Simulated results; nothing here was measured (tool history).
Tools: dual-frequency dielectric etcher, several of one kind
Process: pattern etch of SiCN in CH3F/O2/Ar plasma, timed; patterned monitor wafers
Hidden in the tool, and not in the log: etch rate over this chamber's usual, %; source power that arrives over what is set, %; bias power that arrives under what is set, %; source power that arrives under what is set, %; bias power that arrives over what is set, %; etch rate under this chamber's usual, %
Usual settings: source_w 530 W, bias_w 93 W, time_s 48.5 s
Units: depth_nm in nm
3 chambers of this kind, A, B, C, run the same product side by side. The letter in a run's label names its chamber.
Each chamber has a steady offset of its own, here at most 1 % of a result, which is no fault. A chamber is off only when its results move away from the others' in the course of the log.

| run | hour | source_w | bias_w | time_s | hours since the last wet clean | hours since the last source power generator calibration | hours since the last bias power generator calibration | read-back reference wafer on the same gauge, depth_nm | depth_nm |
|---|---|---|---|---|---|---|---|---|---|
| 1C | 3.3 | 530 | 93 | 48.5 | 434.8 | 1045.3 | 2339.8 | 23.505 | 22.035 |
| 2A | 8.2 | 530 | 93 | 48.5 | 222.3 | 2090.0 | 841.3 | 23.488 | 22.023 |
| 3B | 12.9 | 530 | 93 | 48.5 | 29.0 | 856.4 | 614.4 | 23.498 | 22.312 |
| 4C | 18.4 | 530 | 93 | 48.5 | 449.9 | 1060.4 | 2354.9 | 23.489 | 22.071 |
| 5A | 21.5 | 530 | 93 | 55.5 | 235.6 | 2103.3 | 854.6 | 23.511 | 25.347 |
| 6B | 25.1 | 530 | 93 | 55.5 | 41.2 | 868.6 | 626.6 | 23.502 | 25.619 |
|  | 27.2 | chamber C: wet clean of the chamber |
| 7C | 27.7 | 530 | 93 | 55.5 | 0.5 | 1069.7 | 2364.2 | 23.498 | 25.342 |
| 8A | 31.8 | 530 | 93 | 48.5 | 245.9 | 2113.6 | 864.9 | 23.496 | 22.033 |
| 9B | 36.9 | 530 | 86 | 44.0 | 53.0 | 880.4 | 638.4 | 23.510 | 19.707 |
| 10C | 42.4 | 530 | 86 | 44.0 | 15.2 | 1084.4 | 2378.9 | 23.499 | 19.426 |
| 11B | 46.3 | 530 | 86 | 44.0 | 62.4 | 889.8 | 647.8 | 23.508 | 19.716 |
| 12A | 48.9 | 530 | 93 | 48.5 | 263.0 | 2130.7 | 882.0 | 23.488 | 22.039 |
| 13A | 53.5 | 530 | 93 | 48.5 | 267.6 | 2135.3 | 886.6 | 23.499 | 22.065 |
| 14C | 57.8 | 530 | 93 | 48.5 | 30.6 | 1099.8 | 2394.3 | 23.494 | 22.093 |
| 15B | 62.9 | 480 | 93 | 36.0 | 79.0 | 906.4 | 664.4 | 23.485 | 15.987 |
| 16C | 65.6 | 480 | 93 | 36.0 | 38.4 | 1107.6 | 2402.1 | 23.493 | 15.758 |
| 17A | 68.1 | 480 | 93 | 36.0 | 282.2 | 2149.9 | 901.2 | 23.506 | 15.865 |
| 18B | 72.9 | 530 | 93 | 48.5 | 89.0 | 916.4 | 674.4 | 23.500 | 22.450 |
| 19A | 76.8 | 530 | 93 | 48.5 | 290.9 | 2158.6 | 909.9 | 23.509 | 22.157 |
| 20C | 80.5 | 530 | 93 | 48.5 | 53.3 | 1122.5 | 2417.0 | 23.505 | 22.060 |
| 21B | 84.1 | 530 | 93 | 48.5 | 100.2 | 927.6 | 685.6 | 23.499 | 22.286 |
| 22C | 88.4 | 530 | 93 | 48.5 | 61.2 | 1130.4 | 2424.9 | 23.503 | 22.072 |
| 23A | 93.7 | 530 | 93 | 48.5 | 307.8 | 2175.5 | 926.8 | 23.491 | 22.314 |
| 24B | 97.9 | 530 | 93 | 48.5 | 114.0 | 941.4 | 699.4 | 23.497 | 22.322 |
| 25C | 103.0 | 530 | 93 | 48.5 | 75.8 | 1145.0 | 2439.5 | 23.495 | 22.105 |
| 26B | 105.7 | 530 | 108 | 39.0 | 121.8 | 949.2 | 707.2 | 23.504 | 19.042 |
| 27A | 108.5 | 530 | 108 | 39.0 | 322.6 | 2190.3 | 941.6 | 23.493 | 18.944 |
| 28B | 112.1 | 530 | 108 | 39.0 | 128.2 | 955.6 | 713.6 | 23.499 | 19.015 |
| 29A | 116.6 | 530 | 93 | 48.5 | 330.7 | 2198.4 | 949.7 | 23.495 | 22.364 |
| 30C | 119.3 | 530 | 93 | 48.5 | 92.1 | 1161.3 | 2455.8 | 23.514 | 22.026 |
| 31B | 124.6 | 530 | 93 | 48.5 | 140.7 | 968.1 | 726.1 | 23.510 | 22.350 |
| 32C | 129.1 | 530 | 93 | 48.5 | 101.9 | 1171.1 | 2465.6 | 23.508 | 22.014 |
| 33A | 131.8 | 530 | 93 | 48.5 | 345.9 | 2213.6 | 964.9 | 23.492 | 22.435 |
| 34A | 134.4 | 530 | 114 | 48.5 | 348.5 | 2216.2 | 967.5 | 23.499 | 24.197 |
| 35C | 136.9 | 530 | 114 | 48.5 | 109.7 | 1178.9 | 2473.4 | 23.490 | 23.635 |
| 36B | 140.2 | 530 | 114 | 48.5 | 156.3 | 983.7 | 741.7 | 23.498 | 24.103 |
| 37C | 145.2 | 530 | 93 | 48.5 | 118.0 | 1187.2 | 2481.7 | 23.496 | 22.081 |
| 38B | 150.6 | 530 | 93 | 48.5 | 166.7 | 994.1 | 752.1 | 23.512 | 22.322 |
| 39A | 153.3 | 530 | 93 | 48.5 | 367.4 | 2235.1 | 986.4 | 23.490 | 22.580 |
| 40B | 157.6 | 530 | 93 | 48.5 | 173.7 | 1001.1 | 759.1 | 23.509 | 22.380 |
| 41C | 160.7 | 530 | 93 | 48.5 | 133.5 | 1202.7 | 2497.2 | 23.487 | 21.999 |
| 42A | 165.0 | 530 | 93 | 48.5 | 379.1 | 2246.8 | 998.1 | 23.505 | 22.648 |
| 43C | 169.2 | 530 | 93 | 48.5 | 142.0 | 1211.2 | 2505.7 | 23.505 | 22.027 |
| 44A | 174.7 | 530 | 93 | 48.5 | 388.8 | 2256.5 | 1007.8 | 23.518 | 22.708 |

Is one chamber off against the others, does the gauge drift, or is nothing wrong? If a chamber is off, say which, and what the likeliest cause is.

Chamber A drifts away from the others.
Cause: etch rate over this chamber's usual, % = 2.69.

Here are 4 candidates for chamber A's next run, each the usual settings with a change, their results left as question marks. Which one brings its results back in line with what the others give on the usual settings?
In line means no further than this from the other chambers' mean on the usual settings: depth_nm 0.180 nm
| 45A-1 | 178.7 | 530 | 94 | 50.5 |  |  |  |  | ? |
| 45A-2 | 178.7 | 530 | 93 | 47.5 |  |  |  |  | ? |
| 45A-3 | 178.7 | 530 | 93 | 46.5 |  |  |  |  | ? |
| 45A-4 | 178.7 | 530 | 98 | 48.5 |  |  |  |  | ? |

The other chambers' mean on the usual settings: depth_nm 22.190 nm
| run | depth_nm |
|---|---|
| 45A-1 | 23.638 |
| 45A-2 | 22.148 |
| 45A-3 | 21.682 |
| 45A-4 | 23.049 |
45A-2 brings the chamber back in line.

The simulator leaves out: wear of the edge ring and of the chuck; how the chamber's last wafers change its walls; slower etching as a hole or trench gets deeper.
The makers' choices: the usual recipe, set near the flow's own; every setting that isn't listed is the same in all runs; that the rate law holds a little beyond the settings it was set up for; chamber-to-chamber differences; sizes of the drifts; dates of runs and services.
